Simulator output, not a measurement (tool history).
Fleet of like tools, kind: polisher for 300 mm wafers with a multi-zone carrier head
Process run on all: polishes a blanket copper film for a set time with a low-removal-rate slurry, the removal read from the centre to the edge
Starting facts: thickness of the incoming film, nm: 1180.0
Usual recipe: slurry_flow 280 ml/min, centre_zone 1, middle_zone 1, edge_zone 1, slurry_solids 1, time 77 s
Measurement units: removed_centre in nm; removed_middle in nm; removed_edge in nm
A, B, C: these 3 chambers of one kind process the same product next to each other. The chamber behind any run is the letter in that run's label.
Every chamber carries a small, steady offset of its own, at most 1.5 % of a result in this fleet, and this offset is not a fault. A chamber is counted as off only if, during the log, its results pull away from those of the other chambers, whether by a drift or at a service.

| run | hour | slurry_flow | centre_zone | middle_zone | edge_zone | slurry_solids | time | removed_centre | removed_middle | removed_edge |
|---|---|---|---|---|---|---|---|---|---|---|
|  | 0.2 | chamber C: worn pad replaced by a new one |
| 1B | 2.8 | 280 | 1 | 1 | 1 | 1 | 77 | 316.57 | 319.92 | 315.9 |
| 2C | 5.5 | 280 | 1 | 1 | 1 | 1 | 77 | 321.53 | 318.43 | 324.29 |
| 3A | 7.6 | 280 | 1 | 1 | 1 | 1 | 77 | 316.72 | 319.2 | 317.4 |
| 4B | 10.3 | 280 | 1 | 1 | 1 | 1 | 77 | 321.89 | 323.62 | 318.86 |
| 5A | 12.6 | 280 | 1 | 1 | 1 | 1 | 77 | 318.51 | 315.91 | 321.01 |
| 6C | 16.3 | 280 | 1 | 1 | 1 | 1 | 77 | 323.78 | 322.92 | 313.38 |
|  | 16.5 | chamber B: worn pad replaced by a new one |
| 7C | 19.7 | 280 | 1 | 1 | 1 | 1 | 77 | 320.77 | 318.78 | 318.52 |
| 8B | 23.5 | 280 | 1 | 1 | 1 | 1 | 77 | 319.07 | 317.27 | 321.27 |
| 9A | 27.2 | 280 | 1 | 1 | 1 | 1 | 77 | 321.24 | 320.97 | 327.33 |
| 10C | 30.6 | 280 | 1 | 1 | 1 | 1 | 77 | 317.58 | 312.84 | 315.02 |
| 11B | 33.7 | 280 | 1 | 1 | 1 | 1 | 77 | 323.43 | 321.09 | 320.66 |
| 12A | 36.5 | 280 | 1 | 1 | 1 | 1 | 102 | 427.55 | 427.29 | 432.59 |
| 13A | 38.6 | 280 | 1 | 1 | 1 | 1 | 102 | 426.83 | 424.95 | 419 |
|  | 39.2 | chamber A: worn pad replaced by a new one |
| 14B | 42.1 | 280 | 1 | 1 | 1 | 1 | 102 | 424.96 | 425.29 | 421.77 |
| 15C | 45.5 | 280 | 1.09 | 1 | 1 | 1 | 94 | 428.03 | 388.72 | 387.61 |
|  | 47.1 | chamber C: centre zone pressure recalibrated |
| 16C | 49.6 | 280 | 1.09 | 1 | 1 | 1 | 94 | 476.96 | 380.71 | 384.86 |
| 17B | 54.3 | 280 | 1.09 | 1 | 1 | 1 | 94 | 432.07 | 389.09 | 387.02 |
| 18A | 56.8 | 280 | 1 | 1 | 1 | 1 | 77 | 322.69 | 326.14 | 327.4 |
| 19A | 60.7 | 280 | 1 | 1.05 | 1 | 1 | 77 | 318.33 | 335.42 | 324.68 |
| 20B | 64.4 | 280 | 1 | 1.05 | 1 | 1 | 77 | 317.15 | 338.28 | 317.7 |
| 21C | 67.8 | 280 | 1 | 1.05 | 1 | 1 | 77 | 354.24 | 334.49 | 318.72 |
| 22C | 71.9 | 280 | 1 | 1.06 | 1 | 1 | 77 | 356.37 | 334.81 | 325.23 |
| 23A | 74.2 | 280 | 1 | 1.06 | 1 | 1 | 77 | 317.74 | 334.49 | 327.11 |
| 24B | 78.5 | 280 | 1 | 1.06 | 1 | 1 | 77 | 318.99 | 344.06 | 313.34 |
| 25C | 81.9 | 280 | 1 | 1 | 1 | 1 | 77 | 356.55 | 313.52 | 313.72 |
| 26A | 85.4 | 280 | 1 | 1 | 1 | 1 | 77 | 321.63 | 323.64 | 325.39 |
| 27B | 89.4 | 280 | 1 | 1 | 1 | 1 | 77 | 323.3 | 316.56 | 323.15 |
|  | 91.8 | chamber B: centre zone pressure recalibrated |
| 28B | 92.2 | 280 | 1 | 1 | 1 | 1 | 77 | 319.16 | 321.61 | 320.46 |
| 29C | 95 | 280 | 1 | 1 | 1 | 1 | 77 | 346.72 | 320.7 | 313.22 |
| 30A | 99.6 | 280 | 1 | 1 | 1 | 1 | 77 | 319.09 | 317.79 | 323.57 |
| 31C | 102.6 | 280 | 1 | 1 | 1 | 1 | 77 | 353.7 | 313.2 | 316.25 |
| 32A | 105.7 | 280 | 1 | 1 | 1 | 1 | 77 | 321.39 | 322.53 | 328.68 |
|  | 109.6 | chamber C: worn pad replaced by a new one |
| 33B | 109.7 | 280 | 1 | 1 | 1 | 1 | 77 | 318.26 | 327.18 | 320.87 |
|  | 111.4 | chamber B: worn pad replaced by a new one |
| 34A | 114 | 280 | 1 | 1 | 1 | 1 | 77 | 316.16 | 312.93 | 327.62 |
| 35B | 116.5 | 280 | 1 | 1 | 1 | 1 | 77 | 322.84 | 317.68 | 317.47 |
|  | 118.8 | chamber A: slurry nozzle cleaned |
|  | 119.3 | chamber A: worn pad replaced by a new one |
| 36C | 120.3 | 280 | 1 | 1 | 1 | 1 | 77 | 352.63 | 319.16 | 315.67 |
| 37B | 122.7 | 280 | 1 | 1 | 1 | 1 | 77 | 318.75 | 328.7 | 315.28 |
| 38A | 125.1 | 280 | 1 | 1 | 1 | 1 | 77 | 318.96 | 318.91 | 319.42 |
| 39C | 129.3 | 280 | 1 | 1 | 1 | 1 | 77 | 355.73 | 314.07 | 317.55 |
| 40A | 133.3 | 280 | 1 | 1 | 1 | 1 | 77 | 322.24 | 315.28 | 323.33 |
| 41C | 135.8 | 280 | 1 | 1 | 1 | 1 | 77 | 352.8 | 313.68 | 314.01 |
| 42B | 140.1 | 280 | 1 | 1 | 1 | 1 | 77 | 322.43 | 319.14 | 319.64 |
| 43B | 143.3 | 280 | 1 | 1 | 1 | 1 | 77 | 321.98 | 318.38 | 327.43 |
| 44C | 146.5 | 280 | 1 | 1 | 1 | 1 | 77 | 355.01 | 322.15 | 320.32 |

Is one chamber out of step, is the gauge drifting, or do the chambers differ by no more than their own small offsets? For an off chamber, give its letter and the likeliest cause.

The work done on chamber C during a service left it standing apart from the others.
Likeliest cause: centre zone's pressure above its setpoint, % = 9.

Here are 4 candidates for chamber C's next run, each the usual settings with a change, their results left as question marks. Which one brings its results back in line with what the others give on the usual settings?
A result is in line if it is within this distance of the other chambers' mean on the usual settings: removed_centre 9 nm; removed_middle 15 nm; removed_edge 12 nm
| 45C-1 | 149.9 | 290 | 1.14 | 0.97 | 0.95 | 1 | 78 | ? | ? | ? |
| 45C-2 | 149.9 | 275 | 0.91 | 1.02 | 1.03 | 1 | 77 | ? | ? | ? |
| 45C-3 | 149.9 | 285 | 1.09 | 0.98 | 0.97 | 1 | 77 | ? | ? | ? |
| 45C-4 | 149.9 | 270 | 0.87 | 1.03 | 1.04 | 1 | 77 | ? | ? | ? |

On the usual settings, the other chambers give on average: removed_centre 319.88 nm; removed_middle 320.61 nm; removed_edge 320.75 nm
| run | removed_centre | removed_middle | removed_edge |
|---|---|---|---|
| 45C-1 | 417.19 | 315.05 | 315.58 |
| 45C-2 | 320.58 | 324.21 | 323.53 |
| 45C-3 | 391.67 | 313.46 | 314.46 |
| 45C-4 | 304.48 | 326.55 | 324.69 |
45C-2 puts the chamber back in line with the other chambers.
